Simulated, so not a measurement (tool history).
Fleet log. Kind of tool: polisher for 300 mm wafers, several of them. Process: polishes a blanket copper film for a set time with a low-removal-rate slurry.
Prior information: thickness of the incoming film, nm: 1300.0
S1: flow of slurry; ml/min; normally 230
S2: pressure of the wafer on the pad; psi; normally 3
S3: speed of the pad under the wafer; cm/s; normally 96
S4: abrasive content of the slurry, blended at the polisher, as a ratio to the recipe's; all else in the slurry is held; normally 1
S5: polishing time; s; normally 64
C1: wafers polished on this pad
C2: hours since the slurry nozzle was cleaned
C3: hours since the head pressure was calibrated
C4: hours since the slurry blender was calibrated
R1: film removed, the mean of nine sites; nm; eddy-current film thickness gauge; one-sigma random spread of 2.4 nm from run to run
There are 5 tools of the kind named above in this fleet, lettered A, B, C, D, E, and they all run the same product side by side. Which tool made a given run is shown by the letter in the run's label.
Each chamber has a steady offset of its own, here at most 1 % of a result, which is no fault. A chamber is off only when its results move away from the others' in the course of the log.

{"day": 0.221, "done": "chamber D: slurry blender recalibrated"}
{"run": "1E", "day": 0.292, "S1": 230, "S2": 3, "S3": 96, "S4": 1, "S5": 64, "C1": 331, "C2": 560.6, "C3": 790.3, "C4": 88.9, "R1": 157.85}
{"day": 0.5, "done": "chamber B: worn pad replaced by a new one"}
{"day": 0.604, "done": "chamber C: worn pad replaced by a new one"}
{"run": "2B", "day": 0.729, "S1": 230, "S2": 3, "S3": 96, "S4": 1, "S5": 64, "C1": 49, "C2": 448.1, "C3": 857.9, "C4": 317.8, "R1": 158.1}
{"day": 1.071, "done": "chamber C: slurry blender recalibrated"}
{"run": "3A", "day": 1.108, "S1": 230, "S2": 3, "S3": 96, "S4": 1, "S5": 64, "C1": 390, "C2": 276.1, "C3": 139, "C4": 340.2, "R1": 157.29}
{"run": "4D", "day": 1.675, "S1": 230, "S2": 3, "S3": 96, "S4": 1, "S5": 64, "C1": 891, "C2": 272.6, "C3": 413.5, "C4": 35, "R1": 156.67}
{"run": "5C", "day": 1.929, "S1": 230, "S2": 3, "S3": 96, "S4": 1, "S5": 64, "C1": 283, "C2": 338.3, "C3": 962.5, "C4": 20.6, "R1": 158.35}
{"day": 2.054, "done": "chamber E: head pressure recalibrated"}
{"day": 2.433, "done": "chamber E: worn pad replaced by a new one"}
{"run": "6E", "day": 2.496, "S1": 230, "S2": 3, "S3": 96, "S4": 1, "S5": 64, "C1": 13, "C2": 613.5, "C3": 10.6, "C4": 141.8, "R1": 161.7}
{"day": 2.975, "done": "chamber A: worn pad replaced by a new one"}
{"day": 2.992, "done": "chamber D: worn pad replaced by a new one"}
{"run": "7A", "day": 3.0, "S1": 230, "S2": 3, "S3": 96, "S4": 1, "S5": 56, "C1": 5, "C2": 321.5, "C3": 184.4, "C4": 385.6, "R1": 140.04}
{"day": 3.117, "done": "chamber B: slurry blender recalibrated"}
{"run": "8C", "day": 3.254, "S1": 230, "S2": 3, "S3": 96, "S4": 1, "S5": 56, "C1": 566, "C2": 370.1, "C3": 994.3, "C4": 52.4, "R1": 140.18}
{"day": 3.404, "done": "chamber C: worn pad replaced by a new one"}
{"run": "9D", "day": 3.75, "S1": 230, "S2": 3, "S3": 96, "S4": 1, "S5": 56, "C1": 162, "C2": 322.4, "C3": 463.3, "C4": 84.8, "R1": 141.38}
{"run": "10B", "day": 4.092, "S1": 230, "S2": 3, "S3": 96, "S4": 1, "S5": 56, "C1": 768, "C2": 528.8, "C3": 938.6, "C4": 23.5, "R1": 135.44}
{"run": "11C", "day": 4.638, "S1": 230, "S2": 3, "S3": 96, "S4": 1, "S5": 56, "C1": 263, "C2": 403.3, "C3": 1027.5, "C4": 85.6, "R1": 136.59}
{"run": "12B", "day": 5.0, "S1": 230, "S2": 3, "S3": 96, "S4": 1, "S5": 64, "C1": 962, "C2": 550.6, "C3": 960.4, "C4": 45.3, "R1": 159.64}
{"day": 5.171, "done": "chamber D: slurry blender recalibrated"}
{"run": "13D", "day": 5.562, "S1": 230, "S2": 3, "S3": 96, "S4": 1, "S5": 75, "C1": 549, "C2": 365.9, "C3": 506.8, "C4": 9.4, "R1": 184.96}
{"day": 6.054, "done": "chamber C: worn pad replaced by a new one"}
{"day": 6.058, "done": "chamber B: slurry nozzle cleaned"}
{"run": "14E", "day": 6.079, "S1": 230, "S2": 3, "S3": 96, "S4": 1, "S5": 75, "C1": 779, "C2": 699.5, "C3": 96.6, "C4": 227.8, "R1": 183.14}
{"day": 6.188, "done": "chamber B: worn pad replaced by a new one"}
{"day": 6.246, "done": "chamber E: slurry nozzle cleaned"}
{"run": "15A", "day": 6.529, "S1": 230, "S2": 3, "S3": 96, "S4": 1, "S5": 75, "C1": 759, "C2": 406.2, "C3": 269.1, "C4": 470.3, "R1": 183.99}
{"day": 6.721, "done": "chamber A: worn pad replaced by a new one"}
{"day": 6.812, "done": "chamber E: worn pad replaced by a new one"}
{"run": "16C", "day": 6.85, "S1": 230, "S2": 3, "S3": 96, "S4": 1, "S5": 75, "C1": 170, "C2": 456.4, "C3": 1080.6, "C4": 138.7, "R1": 188.51}
{"run": "17D", "day": 7.379, "S1": 230, "S2": 3, "S3": 96, "S4": 1, "S5": 75, "C1": 938, "C2": 409.5, "C3": 550.4, "C4": 53, "R1": 184.31}
{"day": 7.654, "done": "chamber C: slurry blender recalibrated"}
{"run": "18E", "day": 7.712, "S1": 230, "S2": 3, "S3": 96, "S4": 1, "S5": 64, "C1": 192, "C2": 35.2, "C3": 135.8, "C4": 267, "R1": 163.2}
{"run": "19B", "day": 7.996, "S1": 230, "S2": 3, "S3": 96, "S4": 1, "S5": 64, "C1": 386, "C2": 46.5, "C3": 1032.3, "C4": 117.2, "R1": 161.33}
{"day": 8.275, "done": "chamber D: worn pad replaced by a new one"}
{"day": 8.492, "done": "chamber A: slurry blender recalibrated"}
{"run": "20A", "day": 8.5, "S1": 230, "S2": 3, "S3": 96, "S4": 1, "S5": 64, "C1": 381, "C2": 453.5, "C3": 316.4, "C4": 0.3, "R1": 157.59}
{"day": 8.754, "done": "chamber A: slurry nozzle cleaned"}
{"run": "21E", "day": 8.875, "S1": 230, "S2": 3, "S3": 96, "S4": 1, "S5": 64, "C1": 441, "C2": 63.1, "C3": 163.7, "C4": 294.9, "R1": 158.49}
{"day": 9.038, "done": "chamber C: worn pad replaced by a new one"}
{"run": "22D", "day": 9.379, "S1": 230, "S2": 3, "S3": 96, "S4": 1, "S5": 64, "C1": 236, "C2": 457.5, "C3": 598.4, "C4": 101, "R1": 161.35}
{"run": "23A", "day": 9.671, "S1": 200, "S2": 3, "S3": 96, "S4": 1, "S5": 56, "C1": 631, "C2": 22.1, "C3": 344.5, "C4": 28.4, "R1": 137.26}
{"day": 9.833, "done": "chamber A: worn pad replaced by a new one"}
{"day": 9.838, "done": "chamber D: slurry blender recalibrated"}
{"run": "24B", "day": 10.108, "S1": 200, "S2": 3, "S3": 96, "S4": 1, "S5": 56, "C1": 838, "C2": 97.2, "C3": 1083, "C4": 167.9, "R1": 138.27}
{"run": "25C", "day": 10.392, "S1": 200, "S2": 3, "S3": 96, "S4": 1, "S5": 56, "C1": 290, "C2": 541.4, "C3": 1165.6, "C4": 65.8, "R1": 135.79}
{"run": "26A", "day": 10.908, "S1": 200, "S2": 3, "S3": 96, "S4": 1, "S5": 56, "C1": 230, "C2": 51.8, "C3": 374.2, "C4": 58.1, "R1": 138.3}
{"run": "27D", "day": 11.404, "S1": 200, "S2": 3, "S3": 96, "S4": 1, "S5": 56, "C1": 669, "C2": 506.1, "C3": 647, "C4": 37.6, "R1": 141.68}
{"day": 11.708, "done": "chamber E: worn pad replaced by a new one"}
{"day": 11.767, "done": "chamber B: head pressure recalibrated"}
{"day": 11.821, "done": "chamber A: head pressure recalibrated"}
{"day": 11.917, "done": "chamber C: worn pad replaced by a new one"}
{"run": "28C", "day": 11.958, "S1": 230, "S2": 3, "S3": 96, "S4": 1, "S5": 64, "C1": 9, "C2": 579, "C3": 1203.2, "C4": 103.4, "R1": 160.79}
{"day": 12.075, "done": "chamber C: slurry nozzle cleaned"}
{"day": 12.288, "done": "chamber B: worn pad replaced by a new one"}
{"run": "29E", "day": 12.329, "S1": 230, "S2": 3, "S3": 96, "S4": 1, "S5": 64, "C1": 133, "C2": 146, "C3": 246.6, "C4": 377.8, "R1": 160.38}
{"run": "30B", "day": 12.592, "S1": 285, "S2": 3, "S3": 96, "S4": 1, "S5": 50, "C1": 65, "C2": 156.8, "C3": 19.8, "C4": 227.5, "R1": 127.35}
{"run": "31A", "day": 12.892, "S1": 285, "S2": 3, "S3": 96, "S4": 1, "S5": 50, "C1": 654, "C2": 99.4, "C3": 25.7, "C4": 105.7, "R1": 128.22}
{"run": "32B", "day": 13.338, "S1": 285, "S2": 3, "S3": 96, "S4": 1, "S5": 50, "C1": 224, "C2": 174.7, "C3": 37.7, "C4": 245.4, "R1": 129.14}
{"day": 13.471, "done": "chamber D: worn pad replaced by a new one"}
{"run": "33D", "day": 13.758, "S1": 285, "S2": 3, "S3": 96, "S4": 1, "S5": 50, "C1": 62, "C2": 562.6, "C3": 703.5, "C4": 94.1, "R1": 130.25}
{"run": "34E", "day": 14.304, "S1": 285, "S2": 3, "S3": 96, "S4": 1, "S5": 50, "C1": 555, "C2": 193.4, "C3": 294, "C4": 425.2, "R1": 129.84}
{"run": "35C", "day": 14.679, "S1": 230, "S2": 3, "S3": 96, "S4": 1, "S5": 64, "C1": 591, "C2": 62.5, "C3": 1268.5, "C4": 168.7, "R1": 160.35}

Has any chamber moved away from the others, gradually or after a service, or does the common gauge drift, or do the chambers differ only by their own small steady offsets? State the chamber and the most likely cause if one applies.

No chamber stands off beyond its own small offset, and the gauge holds steady.
